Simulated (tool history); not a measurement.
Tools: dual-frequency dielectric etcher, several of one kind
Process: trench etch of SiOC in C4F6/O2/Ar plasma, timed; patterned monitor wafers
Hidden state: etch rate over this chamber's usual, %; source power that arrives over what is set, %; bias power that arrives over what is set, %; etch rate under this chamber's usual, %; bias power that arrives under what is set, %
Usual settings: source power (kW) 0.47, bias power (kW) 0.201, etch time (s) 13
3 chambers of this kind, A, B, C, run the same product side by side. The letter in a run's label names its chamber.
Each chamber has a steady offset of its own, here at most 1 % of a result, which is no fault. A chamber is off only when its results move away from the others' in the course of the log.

run	hour	source power (kW)	bias power (kW)	etch time (s)	hours since the last wet clean	hours since the last source power generator calibration	hours since the last bias power generator calibration	read-back reference wafer on the same gauge, depth_nm	mean etch depth across the wafer (nm)
1A	4.5	0.47	0.201	13	438.4	944.5	920	25.187	29.755
2C	9	0.47	0.201	13	384.9	988.1	1744.9	25.195	30.14
3B	14	0.47	0.201	13	182.5	2079.9	3773.7	25.221	29.671
4C	20.3	0.47	0.201	13	396.2	999.4	1756.2	25.194	30.122
5A	24.5	0.47	0.201	13	458.4	964.5	940	25.195	29.651
6B	27.7	0.47	0.237	11	196.2	2093.6	3787.4	25.196	26.418
7C	33.9	0.47	0.237	11	409.8	1013	1769.8	25.198	26.825
8B	39	0.47	0.237	11	207.5	2104.9	3798.7	25.21	26.539
9A	42.2	0.38	0.201	13	476.1	982.2	957.7	25.211	27.298
10C	45.2	0.38	0.201	13	421.1	1024.3	1781.1	25.204	27.679
11B	48.5	0.38	0.201	13	217	2114.4	3808.2	25.2	27.406
12A	54.3	0.47	0.201	13	488.2	994.3	969.8	25.216	29.733
13C	59.7	0.47	0.201	13	435.6	1038.8	1795.6	25.206	30.083
14B	64.4	0.47	0.201	13	232.9	2130.3	3824.1	25.199	29.681
15A	68.9	0.47	0.201	13	502.8	1008.9	984.4	25.195	29.713
16C	73.4	0.47	0.201	13	449.3	1052.5	1809.3	25.208	30.112
17B	77.8	0.47	0.201	13	246.3	2143.7	3837.5	25.21	29.672
# hour 78.2: chamber B: bias power generator calibrated
18A	80.8	0.47	0.201	13	514.7	1020.8	996.3	25.21	29.734
19C	85.7	0.47	0.201	13	461.6	1064.8	1821.6	25.201	30.158
20B	90.1	0.47	0.201	13	258.6	2156	12	25.204	29.198
21A	93.3	0.47	0.201	13	527.2	1033.3	1008.8	25.185	29.617
22C	98.2	0.47	0.201	13	474.1	1077.3	1834.1	25.198	30.131
# hour 98.8: chamber A: wet clean of the chamber
23A	101.6	0.47	0.201	13	2.8	1041.6	1017.1	25.195	29.622
24B	105.9	0.47	0.201	13	274.4	2171.8	27.8	25.202	29.3
25A	110.2	0.47	0.201	16.5	11.4	1050.2	1025.7	25.205	37.67
26B	116.2	0.47	0.201	16.5	284.7	2182.1	38.1	25.187	37.078
# hour 118.2: chamber C: wet clean of the chamber
27C	119.4	0.47	0.201	16.5	1.2	1098.5	1855.3	25.192	38.064
28A	124.6	0.47	0.201	13	25.8	1064.6	1040.1	25.205	29.602

Next, every chamber runs the same settings. What will each give?
29A	129.2	0.47	0.237	13					?
29B	129.2	0.47	0.237	13					?
29C	129.2	0.47	0.237	13					?

run	mean etch depth across the wafer (nm)
29A	31.2
29B	30.768
29C	31.731
